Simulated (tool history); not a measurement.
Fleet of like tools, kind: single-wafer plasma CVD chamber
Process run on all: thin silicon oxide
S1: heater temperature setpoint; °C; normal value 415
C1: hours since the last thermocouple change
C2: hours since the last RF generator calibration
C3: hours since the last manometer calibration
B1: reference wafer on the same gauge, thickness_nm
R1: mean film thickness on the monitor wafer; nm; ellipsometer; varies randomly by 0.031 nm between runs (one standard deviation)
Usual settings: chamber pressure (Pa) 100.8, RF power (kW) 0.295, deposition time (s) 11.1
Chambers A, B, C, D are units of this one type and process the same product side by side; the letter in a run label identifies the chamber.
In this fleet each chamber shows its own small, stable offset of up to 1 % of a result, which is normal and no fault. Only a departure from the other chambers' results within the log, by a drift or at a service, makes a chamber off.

Run 1B, hour 4.5: usual settings; C1 1152.7; C2 1659.3; C3 220.2; B1 19.7. Result: R1 18.792 nm.
Run 2D, hour 12.8: usual settings; C1 1680.6; C2 623; C3 2304; B1 19.688. Result: R1 18.911 nm.
Run 3C, hour 20.1: usual settings; C1 1155.4; C2 650.7; C3 682.5; B1 19.684. Result: R1 18.888 nm.
Run 4A, hour 25.1: usual settings; C1 1142; C2 921; C3 554; B1 19.683. Result: R1 18.903 nm.
Run 5B, hour 32.7: usual settings; C1 1180.9; C2 1687.5; C3 248.4; B1 19.675. Result: R1 18.717 nm.
Run 6C, hour 37.1: usual settings; C1 1172.4; C2 667.7; C3 699.5; B1 19.674. Result: R1 18.927 nm.
At hour 37.5: chamber B: thermocouple changed; heater temperature recalibrated.
Run 7A, hour 44.8: usual settings but S1 421 °C, chamber pressure (Pa) 83.7; C1 1161.7; C2 940.7; C3 573.7; B1 19.661. Result: R1 15.379 nm.
Run 8D, hour 50.1: usual settings but S1 421 °C, chamber pressure (Pa) 83.7; C1 1717.9; C2 660.3; C3 2341.3; B1 19.672. Result: R1 15.616 nm.
Run 9D, hour 57.5: usual settings but S1 421 °C, chamber pressure (Pa) 83.7; C1 1725.3; C2 667.7; C3 2348.7; B1 19.654. Result: R1 15.589 nm.
Run 10B, hour 62.1: usual settings but S1 421 °C, chamber pressure (Pa) 83.7; C1 24.6; C2 1716.9; C3 277.8; B1 19.661. Result: R1 15.445 nm.
Run 11A, hour 71.3: usual settings but chamber pressure (Pa) 87.9, deposition time (s) 12.8; C1 1188.2; C2 967.2; C3 600.2; B1 19.651. Result: R1 18.854 nm.
At hour 74.4: chamber B: RF generator calibrated.
Run 12C, hour 78.2: usual settings but chamber pressure (Pa) 87.9, deposition time (s) 12.8; C1 1213.5; C2 708.8; C3 740.6; B1 19.656. Result: R1 18.81 nm.
Run 13D, hour 85.9: usual settings but chamber pressure (Pa) 87.9, deposition time (s) 12.8; C1 1753.7; C2 696.1; C3 2377.1; B1 19.643. Result: R1 19.033 nm.
Run 14A, hour 93.1: usual settings but chamber pressure (Pa) 87.9, deposition time (s) 12.8; C1 1210; C2 989; C3 622; B1 19.639. Result: R1 18.818 nm.
Run 15B, hour 98.8: usual settings; C1 61.3; C2 24.5; C3 314.5; B1 19.622. Result: R1 18.728 nm.
Run 16C, hour 104.4: usual settings; C1 1239.7; C2 735; C3 766.8; B1 19.621. Result: R1 18.866 nm.
Run 17D, hour 112.8: usual settings; C1 1780.6; C2 723; C3 2404; B1 19.631. Result: R1 18.902 nm.
Run 18B, hour 120.6: usual settings but chamber pressure (Pa) 112.1, deposition time (s) 12.1; C1 83.1; C2 46.3; C3 336.3; B1 19.622. Result: R1 22.537 nm.
Run 19A, hour 128.1: usual settings but chamber pressure (Pa) 112.1, deposition time (s) 12.1; C1 1245; C2 1024; C3 657; B1 19.618. Result: R1 22.671 nm.
Run 20C, hour 135.9: usual settings but chamber pressure (Pa) 112.1, deposition time (s) 12.1; C1 1271.2; C2 766.5; C3 798.3; B1 19.605. Result: R1 22.703 nm.
Run 21B, hour 140.6: usual settings but chamber pressure (Pa) 112.1, deposition time (s) 12.1; C1 103.1; C2 66.3; C3 356.3; B1 19.604. Result: R1 22.483 nm.
Run 22A, hour 147.7: usual settings; C1 1264.6; C2 1043.6; C3 676.6; B1 19.601. Result: R1 18.834 nm.
Run 23D, hour 156.9: usual settings but RF power (kW) 0.335, deposition time (s) 12.4; C1 1824.7; C2 767.1; C3 2448.1; B1 19.586. Result: R1 22.191 nm.
Run 24C, hour 161.2: usual settings but RF power (kW) 0.335, deposition time (s) 12.4; C1 1296.5; C2 791.8; C3 823.6; B1 19.582. Result: R1 22.088 nm.
Run 25C, hour 169.6: usual settings but RF power (kW) 0.335, deposition time (s) 12.4; C1 1304.9; C2 800.2; C3 832; B1 19.579. Result: R1 22.119 nm.
Run 26A, hour 176.7: usual settings but RF power (kW) 0.335, deposition time (s) 12.4; C1 1293.6; C2 1072.6; C3 705.6; B1 19.572. Result: R1 22.095 nm.
Run 27D, hour 183.8: usual settings; C1 1851.6; C2 794; C3 2475; B1 19.576. Result: R1 18.886 nm.

Does one chamber stand apart from the rest, does the shared gauge drift, or is all well apart from small per-chamber offsets? Give the chamber and the most likely cause, where there is one.

None of the chambers is off. What moves is the gauge, dragging all their readings along together.
Cause: gauge reads low (%) = 0.676.

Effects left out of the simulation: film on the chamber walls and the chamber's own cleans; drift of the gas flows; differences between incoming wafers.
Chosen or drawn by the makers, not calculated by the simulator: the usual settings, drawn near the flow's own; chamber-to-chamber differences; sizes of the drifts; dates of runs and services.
